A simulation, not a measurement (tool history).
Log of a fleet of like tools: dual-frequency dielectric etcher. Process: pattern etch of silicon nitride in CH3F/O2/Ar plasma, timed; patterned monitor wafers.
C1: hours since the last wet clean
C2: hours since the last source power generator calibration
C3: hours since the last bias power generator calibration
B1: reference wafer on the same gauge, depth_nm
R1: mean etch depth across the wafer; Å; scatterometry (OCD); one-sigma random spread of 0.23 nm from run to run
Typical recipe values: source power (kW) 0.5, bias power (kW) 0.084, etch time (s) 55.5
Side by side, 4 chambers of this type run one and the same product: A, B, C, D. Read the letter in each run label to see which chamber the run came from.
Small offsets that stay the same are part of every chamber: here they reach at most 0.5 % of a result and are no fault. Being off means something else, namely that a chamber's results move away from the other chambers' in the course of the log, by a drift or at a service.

At hour 1.7: chamber A: source power generator calibrated.
Run 1B, hour 13.1: usual settings; C1 144.4; C2 1832.6; C3 299.4; B1 52.647. Result: R1 440.48 Å.
Run 2A, hour 25.2: usual settings; C1 43.3; C2 23.6; C3 1569.5; B1 52.712. Result: R1 446.41 Å.
Run 3C, hour 38.6: usual settings; C1 216.7; C2 976.7; C3 1747.7; B1 52.67. Result: R1 443.39 Å.
At hour 46.4: chamber C: bias power generator calibrated.
Run 4D, hour 51.6: usual settings; C1 575.3; C2 2108.9; C3 2053.5; B1 52.721. Result: R1 445.37 Å.
Run 5D, hour 61: usual settings; C1 584.7; C2 2118.3; C3 2062.9; B1 52.687. Result: R1 446.25 Å.
Run 6B, hour 72.6: usual settings; C1 203.9; C2 1892.1; C3 358.9; B1 52.721. Result: R1 441.79 Å.
Run 7C, hour 83.2: usual settings but source power (kW) 0.44, bias power (kW) 0.102; C1 261.3; C2 1021.3; C3 36.8; B1 52.707. Result: R1 453.69 Å.
Run 8A, hour 94.8: usual settings but source power (kW) 0.44, bias power (kW) 0.102; C1 112.9; C2 93.2; C3 1639.1; B1 52.689. Result: R1 457.88 Å.
Run 9D, hour 101.5: usual settings but source power (kW) 0.44, bias power (kW) 0.102; C1 625.2; C2 2158.8; C3 2103.4; B1 52.628. Result: R1 456.76 Å.
At hour 104.8: chamber D: wet clean of the chamber.
Run 10B, hour 113: usual settings but source power (kW) 0.44, bias power (kW) 0.102; C1 244.3; C2 1932.5; C3 399.3; B1 52.685. Result: R1 454.4 Å.
Run 11A, hour 119.9: usual settings; C1 138; C2 118.3; C3 1664.2; B1 52.66. Result: R1 448.33 Å.
Run 12C, hour 127.4: usual settings; C1 305.5; C2 1065.5; C3 81; B1 52.645. Result: R1 445.94 Å.
Run 13A, hour 138: usual settings; C1 156.1; C2 136.4; C3 1682.3; B1 52.707. Result: R1 447.1 Å.
Run 14B, hour 151.6: usual settings; C1 282.9; C2 1971.1; C3 437.9; B1 52.652. Result: R1 443.54 Å.
Run 15D, hour 160.7: usual settings; C1 56; C2 2218; C3 2162.6; B1 52.707. Result: R1 444.07 Å.
Run 16C, hour 170.1: usual settings; C1 348.2; C2 1108.2; C3 123.7; B1 52.637. Result: R1 440.38 Å.
Run 17D, hour 177.7: usual settings; C1 73; C2 2235; C3 2179.6; B1 52.719. Result: R1 450.58 Å.
Run 18B, hour 186.7: usual settings; C1 318; C2 2006.2; C3 473; B1 52.671. Result: R1 441.71 Å.
Run 19C, hour 199.9: usual settings; C1 378; C2 1138; C3 153.5; B1 52.699. Result: R1 437.48 Å.
Run 20A, hour 210.2: usual settings but source power (kW) 0.58; C1 228.3; C2 208.6; C3 1754.5; B1 52.661. Result: R1 470.73 Å.
Run 21A, hour 221.4: usual settings but source power (kW) 0.58; C1 239.5; C2 219.8; C3 1765.7; B1 52.726. Result: R1 473.16 Å.
Run 22D, hour 229.9: usual settings but source power (kW) 0.58; C1 125.2; C2 2287.2; C3 2231.8; B1 52.672. Result: R1 473.57 Å.
Run 23C, hour 236.6: usual settings but source power (kW) 0.58; C1 414.7; C2 1174.7; C3 190.2; B1 52.704. Result: R1 462.88 Å.
Run 24B, hour 250.7: usual settings; C1 382; C2 2070.2; C3 537; B1 52.693. Result: R1 442.62 Å.
Run 25A, hour 262.4: usual settings; C1 280.5; C2 260.8; C3 1806.7; B1 52.697. Result: R1 447.23 Å.
At hour 267.5: chamber B: source power generator calibrated.
Run 26C, hour 274.3: usual settings; C1 452.4; C2 1212.4; C3 227.9; B1 52.736. Result: R1 432.76 Å.
Run 27B, hour 282.2: usual settings; C1 413.5; C2 14.8; C3 568.5; B1 52.622. Result: R1 445.23 Å.
At hour 288.8: chamber B: wet clean of the chamber.
Run 28D, hour 293.4: usual settings; C1 188.7; C2 2350.7; C3 2295.3; B1 52.701. Result: R1 445.73 Å.
Run 29C, hour 304.3: usual settings but source power (kW) 0.57, bias power (kW) 0.064; C1 482.4; C2 1242.4; C3 257.9; B1 52.728. Result: R1 411.89 Å.
Run 30D, hour 313.6: usual settings but source power (kW) 0.57, bias power (kW) 0.064; C1 208.9; C2 2370.9; C3 2315.5; B1 52.707. Result: R1 430.05 Å.
Run 31A, hour 322.3: usual settings but source power (kW) 0.57, bias power (kW) 0.064; C1 340.4; C2 320.7; C3 1866.6; B1 52.726. Result: R1 430.65 Å.
Run 32B, hour 335.3: usual settings but source power (kW) 0.57, bias power (kW) 0.064; C1 46.6; C2 67.9; C3 621.6; B1 52.669. Result: R1 423.1 Å.
Run 33B, hour 343.3: usual settings; C1 54.6; C2 75.9; C3 629.6; B1 52.663. Result: R1 444.48 Å.
Run 34D, hour 351.3: usual settings; C1 246.6; C2 2408.6; C3 2353.2; B1 52.588. Result: R1 447.22 Å.
Run 35A, hour 357.7: usual settings; C1 375.8; C2 356.1; C3 1902; B1 52.713. Result: R1 448.67 Å.
Run 36C, hour 364.6: usual settings but source power (kW) 0.43; C1 542.7; C2 1302.7; C3 318.2; B1 52.731. Result: R1 401.97 Å.

The same settings go to every chamber for the next run, one line per chamber below. Forecast the results for each:
Run 37A, hour 374.9: usual settings. Result: R1 ?.
Run 37B, hour 374.9: usual settings. Result: R1 ?.
Run 37C, hour 374.9: usual settings. Result: R1 ?.
Run 37D, hour 374.9: usual settings. Result: R1 ?.

run      R1
37A  446.32
37B   444.3
37C  424.14
37D  450.93
